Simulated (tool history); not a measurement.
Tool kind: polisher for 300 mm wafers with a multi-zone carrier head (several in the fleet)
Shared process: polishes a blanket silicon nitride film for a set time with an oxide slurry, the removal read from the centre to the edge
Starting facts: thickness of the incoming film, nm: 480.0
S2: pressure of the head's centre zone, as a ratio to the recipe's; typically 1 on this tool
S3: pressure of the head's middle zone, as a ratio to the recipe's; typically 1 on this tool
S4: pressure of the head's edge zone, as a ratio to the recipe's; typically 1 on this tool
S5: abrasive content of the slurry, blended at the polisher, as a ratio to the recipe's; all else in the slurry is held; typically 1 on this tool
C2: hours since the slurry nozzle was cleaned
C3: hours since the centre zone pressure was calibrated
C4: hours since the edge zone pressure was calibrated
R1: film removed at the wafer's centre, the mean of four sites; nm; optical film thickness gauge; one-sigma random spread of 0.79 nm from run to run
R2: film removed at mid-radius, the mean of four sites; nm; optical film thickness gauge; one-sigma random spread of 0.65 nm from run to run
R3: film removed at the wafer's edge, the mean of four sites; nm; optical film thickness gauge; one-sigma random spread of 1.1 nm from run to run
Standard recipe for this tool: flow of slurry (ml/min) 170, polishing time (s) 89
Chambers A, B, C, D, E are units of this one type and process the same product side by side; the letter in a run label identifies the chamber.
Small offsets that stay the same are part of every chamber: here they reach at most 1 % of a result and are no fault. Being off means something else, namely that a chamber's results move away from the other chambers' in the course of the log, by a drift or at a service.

{"hour": 2.8, "done": "chamber D: worn pad replaced by a new one"}
{"hour": 3.8, "done": "chamber A: worn pad replaced by a new one"}
{"run": "1E", "hour": 10.8, "flow of slurry (ml/min)": 170, "S2": 1, "S3": 1, "S4": 1, "S5": 1, "polishing time (s)": 89, "wafers polished on this pad": 425, "C2": 366.6, "C3": 326.2, "C4": 660.3, "R1": 75.358, "R2": 77.116, "R3": 76.063}
{"run": "2C", "hour": 17.5, "flow of slurry (ml/min)": 170, "S2": 1, "S3": 1, "S4": 1, "S5": 1, "polishing time (s)": 89, "wafers polished on this pad": 448, "C2": 62.7, "C3": 42.2, "C4": 80.4, "R1": 74.554, "R2": 75.302, "R3": 75.115}
{"run": "3B", "hour": 26.9, "flow of slurry (ml/min)": 170, "S2": 1, "S3": 1, "S4": 1, "S5": 1, "polishing time (s)": 89, "wafers polished on this pad": 521, "C2": 303.8, "C3": 317.3, "C4": 855.1, "R1": 75.843, "R2": 76.848, "R3": 75.251}
{"run": "4A", "hour": 36.2, "flow of slurry (ml/min)": 170, "S2": 1, "S3": 1, "S4": 1, "S5": 1, "polishing time (s)": 89, "wafers polished on this pad": 214, "C2": 618.9, "C3": 839.8, "C4": 232.3, "R1": 77.688, "R2": 74.829, "R3": 76.593}
{"hour": 40.6, "done": "chamber B: worn pad replaced by a new one"}
{"run": "5D", "hour": 42.0, "flow of slurry (ml/min)": 170, "S2": 1, "S3": 1, "S4": 1, "S5": 1, "polishing time (s)": 89, "wafers polished on this pad": 259, "C2": 467.9, "C3": 554.2, "C4": 447.4, "R1": 73.772, "R2": 74.072, "R3": 74.261}
{"run": "6E", "hour": 48.2, "flow of slurry (ml/min)": 170, "S2": 1, "S3": 1, "S4": 1, "S5": 1, "polishing time (s)": 89, "wafers polished on this pad": 672, "C2": 404, "C3": 363.6, "C4": 697.7, "R1": 75.995, "R2": 75.639, "R3": 75.483}
{"run": "7A", "hour": 57.3, "flow of slurry (ml/min)": 210, "S2": 1, "S3": 1, "S4": 0.95, "S5": 1, "polishing time (s)": 89, "wafers polished on this pad": 353, "C2": 640, "C3": 860.9, "C4": 253.4, "R1": 79.933, "R2": 79.231, "R3": 76.65}
{"run": "8C", "hour": 63.1, "flow of slurry (ml/min)": 210, "S2": 1, "S3": 1, "S4": 0.95, "S5": 1, "polishing time (s)": 89, "wafers polished on this pad": 749, "C2": 108.3, "C3": 87.8, "C4": 126, "R1": 78.039, "R2": 78.329, "R3": 77.389}
{"run": "9D", "hour": 73.6, "flow of slurry (ml/min)": 210, "S2": 1, "S3": 1, "S4": 0.95, "S5": 1, "polishing time (s)": 89, "wafers polished on this pad": 468, "C2": 499.5, "C3": 585.8, "C4": 479, "R1": 80.281, "R2": 77.243, "R3": 73.942}
{"hour": 83.9, "done": "chamber A: slurry nozzle cleaned"}
{"run": "10B", "hour": 84.5, "flow of slurry (ml/min)": 210, "S2": 1, "S3": 1, "S4": 0.95, "S5": 1, "polishing time (s)": 89, "wafers polished on this pad": 290, "C2": 361.4, "C3": 374.9, "C4": 912.7, "R1": 79.519, "R2": 79.663, "R3": 74.289}
{"hour": 90.3, "done": "chamber D: worn pad replaced by a new one"}
{"run": "11D", "hour": 92.8, "flow of slurry (ml/min)": 210, "S2": 1, "S3": 1, "S4": 0.95, "S5": 1, "polishing time (s)": 89, "wafers polished on this pad": 16, "C2": 518.7, "C3": 605, "C4": 498.2, "R1": 77.678, "R2": 78.31, "R3": 77.492}
{"run": "12B", "hour": 98.2, "flow of slurry (ml/min)": 170, "S2": 1, "S3": 1, "S4": 1.07, "S5": 1, "polishing time (s)": 89, "wafers polished on this pad": 381, "C2": 375.1, "C3": 388.6, "C4": 926.4, "R1": 75.077, "R2": 77.812, "R3": 78.236}
{"run": "13A", "hour": 107.0, "flow of slurry (ml/min)": 170, "S2": 1, "S3": 1, "S4": 1.07, "S5": 1, "polishing time (s)": 89, "wafers polished on this pad": 681, "C2": 23.1, "C3": 910.6, "C4": 303.1, "R1": 76.846, "R2": 76.977, "R3": 79.592}
{"hour": 109.2, "done": "chamber B: slurry nozzle cleaned"}
{"run": "14C", "hour": 114.1, "flow of slurry (ml/min)": 170, "S2": 1, "S3": 1, "S4": 1.07, "S5": 1, "polishing time (s)": 89, "wafers polished on this pad": 1086, "C2": 159.3, "C3": 138.8, "C4": 177, "R1": 74.613, "R2": 75.149, "R3": 78.766}
{"run": "15E", "hour": 120.9, "flow of slurry (ml/min)": 170, "S2": 1, "S3": 1, "S4": 1.07, "S5": 1, "polishing time (s)": 89, "wafers polished on this pad": 1153, "C2": 476.7, "C3": 436.3, "C4": 770.4, "R1": 74.115, "R2": 73.615, "R3": 75.653}
{"run": "16E", "hour": 128.6, "flow of slurry (ml/min)": 170, "S2": 1, "S3": 1, "S4": 1.07, "S5": 1, "polishing time (s)": 89, "wafers polished on this pad": 1204, "C2": 484.4, "C3": 444, "C4": 778.1, "R1": 72.905, "R2": 72.559, "R3": 77.16}
{"hour": 134.6, "done": "chamber B: worn pad replaced by a new one"}
{"hour": 135.8, "done": "chamber C: worn pad replaced by a new one"}
{"run": "17A", "hour": 137.6, "flow of slurry (ml/min)": 170, "S2": 1, "S3": 1, "S4": 1, "S5": 1, "polishing time (s)": 89, "wafers polished on this pad": 884, "C2": 53.7, "C3": 941.2, "C4": 333.7, "R1": 75.846, "R2": 75.714, "R3": 75.995}
{"hour": 140.6, "done": "chamber D: edge zone pressure recalibrated"}
{"run": "18D", "hour": 144.9, "flow of slurry (ml/min)": 170, "S2": 1, "S3": 1, "S4": 1, "S5": 1, "polishing time (s)": 89, "wafers polished on this pad": 360, "C2": 570.8, "C3": 657.1, "C4": 4.3, "R1": 75.75, "R2": 74.384, "R3": 76.655}
{"hour": 145.6, "done": "chamber B: edge zone pressure recalibrated"}
{"run": "19B", "hour": 155.5, "flow of slurry (ml/min)": 170, "S2": 1.05, "S3": 1, "S4": 1, "S5": 1, "polishing time (s)": 89, "wafers polished on this pad": 138, "C2": 46.3, "C3": 445.9, "C4": 9.9, "R1": 81.437, "R2": 76.126, "R3": 75.567}
{"run": "20C", "hour": 163.9, "flow of slurry (ml/min)": 170, "S2": 1.05, "S3": 1, "S4": 1, "S5": 1, "polishing time (s)": 89, "wafers polished on this pad": 185, "C2": 209.1, "C3": 188.6, "C4": 226.8, "R1": 80.397, "R2": 76.642, "R3": 77.131}
{"run": "21A", "hour": 169.4, "flow of slurry (ml/min)": 170, "S2": 1.05, "S3": 1, "S4": 1, "S5": 1, "polishing time (s)": 89, "wafers polished on this pad": 1094, "C2": 85.5, "C3": 973, "C4": 365.5, "R1": 81.042, "R2": 75.633, "R3": 75.255}
{"run": "22E", "hour": 179.0, "flow of slurry (ml/min)": 170, "S2": 1.05, "S3": 1, "S4": 1, "S5": 1, "polishing time (s)": 89, "wafers polished on this pad": 1537, "C2": 534.8, "C3": 494.4, "C4": 828.5, "R1": 74.09, "R2": 70.233, "R3": 71.906}
{"hour": 180.6, "done": "chamber D: worn pad replaced by a new one"}
{"run": "23D", "hour": 185.7, "flow of slurry (ml/min)": 170, "S2": 1.05, "S3": 1, "S4": 1, "S5": 1, "polishing time (s)": 89, "wafers polished on this pad": 34, "C2": 611.6, "C3": 697.9, "C4": 45.1, "R1": 79.937, "R2": 75.199, "R3": 77.274}
{"hour": 186.9, "done": "chamber A: worn pad replaced by a new one"}
{"run": "24C", "hour": 194.7, "flow of slurry (ml/min)": 170, "S2": 1, "S3": 1, "S4": 1, "S5": 1, "polishing time (s)": 89, "wafers polished on this pad": 389, "C2": 239.9, "C3": 219.4, "C4": 257.6, "R1": 75.158, "R2": 76.68, "R3": 76.87}
{"run": "25B", "hour": 203.5, "flow of slurry (ml/min)": 170, "S2": 0.93, "S3": 1, "S4": 1, "S5": 1, "polishing time (s)": 89, "wafers polished on this pad": 455, "C2": 94.3, "C3": 493.9, "C4": 57.9, "R1": 69.663, "R2": 75.809, "R3": 74.62}
{"run": "26B", "hour": 210.4, "flow of slurry (ml/min)": 170, "S2": 0.93, "S3": 1, "S4": 1, "S5": 1, "polishing time (s)": 89, "wafers polished on this pad": 501, "C2": 101.2, "C3": 500.8, "C4": 64.8, "R1": 71.007, "R2": 77.03, "R3": 75.355}
{"run": "27C", "hour": 218.4, "flow of slurry (ml/min)": 170, "S2": 0.93, "S3": 1, "S4": 1, "S5": 1, "polishing time (s)": 89, "wafers polished on this pad": 545, "C2": 263.6, "C3": 243.1, "C4": 281.3, "R1": 70.309, "R2": 76.542, "R3": 76.945}
{"run": "28A", "hour": 225.1, "flow of slurry (ml/min)": 170, "S2": 0.93, "S3": 1, "S4": 1, "S5": 1, "polishing time (s)": 89, "wafers polished on this pad": 252, "C2": 141.2, "C3": 1028.7, "C4": 421.2, "R1": 70.557, "R2": 76.601, "R3": 73.541}
{"hour": 233.4, "done": "chamber B: worn pad replaced by a new one"}
{"run": "29E", "hour": 235.8, "flow of slurry (ml/min)": 170, "S2": 0.93, "S3": 1, "S4": 1, "S5": 1, "polishing time (s)": 89, "wafers polished on this pad": 1912, "C2": 591.6, "C3": 551.2, "C4": 885.3, "R1": 61.331, "R2": 68.2, "R3": 68.979}
{"run": "30D", "hour": 242.8, "flow of slurry (ml/min)": 170, "S2": 1, "S3": 1, "S4": 1, "S5": 1, "polishing time (s)": 89, "wafers polished on this pad": 411, "C2": 668.7, "C3": 755, "C4": 102.2, "R1": 74.317, "R2": 75.205, "R3": 75.144}
{"run": "31B", "hour": 248.7, "flow of slurry (ml/min)": 170, "S2": 1, "S3": 1, "S4": 1, "S5": 1, "polishing time (s)": 98, "wafers polished on this pad": 101, "C2": 139.5, "C3": 539.1, "C4": 103.1, "R1": 84.923, "R2": 83.941, "R3": 85.112}
{"run": "32C", "hour": 257.7, "flow of slurry (ml/min)": 170, "S2": 1, "S3": 1, "S4": 1, "S5": 1, "polishing time (s)": 98, "wafers polished on this pad": 805, "C2": 302.9, "C3": 282.4, "C4": 320.6, "R1": 82.899, "R2": 84.57, "R3": 84.837}

The same settings go to every chamber for the next run, one line per chamber below. Forecast the results for each:
{"run": "33A", "hour": 266.1, "flow of slurry (ml/min)": 170, "S2": 1, "S3": 1, "S4": 1, "S5": 1, "polishing time (s)": 89, "R1": "?", "R2": "?", "R3": "?"}
{"run": "33B", "hour": 266.1, "flow of slurry (ml/min)": 170, "S2": 1, "S3": 1, "S4": 1, "S5": 1, "polishing time (s)": 89, "R1": "?", "R2": "?", "R3": "?"}
{"run": "33C", "hour": 266.1, "flow of slurry (ml/min)": 170, "S2": 1, "S3": 1, "S4": 1, "S5": 1, "polishing time (s)": 89, "R1": "?", "R2": "?", "R3": "?"}
{"run": "33D", "hour": 266.1, "flow of slurry (ml/min)": 170, "S2": 1, "S3": 1, "S4": 1, "S5": 1, "polishing time (s)": 89, "R1": "?", "R2": "?", "R3": "?"}
{"run": "33E", "hour": 266.1, "flow of slurry (ml/min)": 170, "S2": 1, "S3": 1, "S4": 1, "S5": 1, "polishing time (s)": 89, "R1": "?", "R2": "?", "R3": "?"}

run=33A R1=74.848 R2=75.963 R3=75.41
run=33B R1=76.774 R2=76.701 R3=74.612
run=33C R1=75.327 R2=76.24 R3=75.498
run=33D R1=73.569 R2=75.644 R3=74.18
run=33E R1=66.645 R2=65.813 R3=65.959
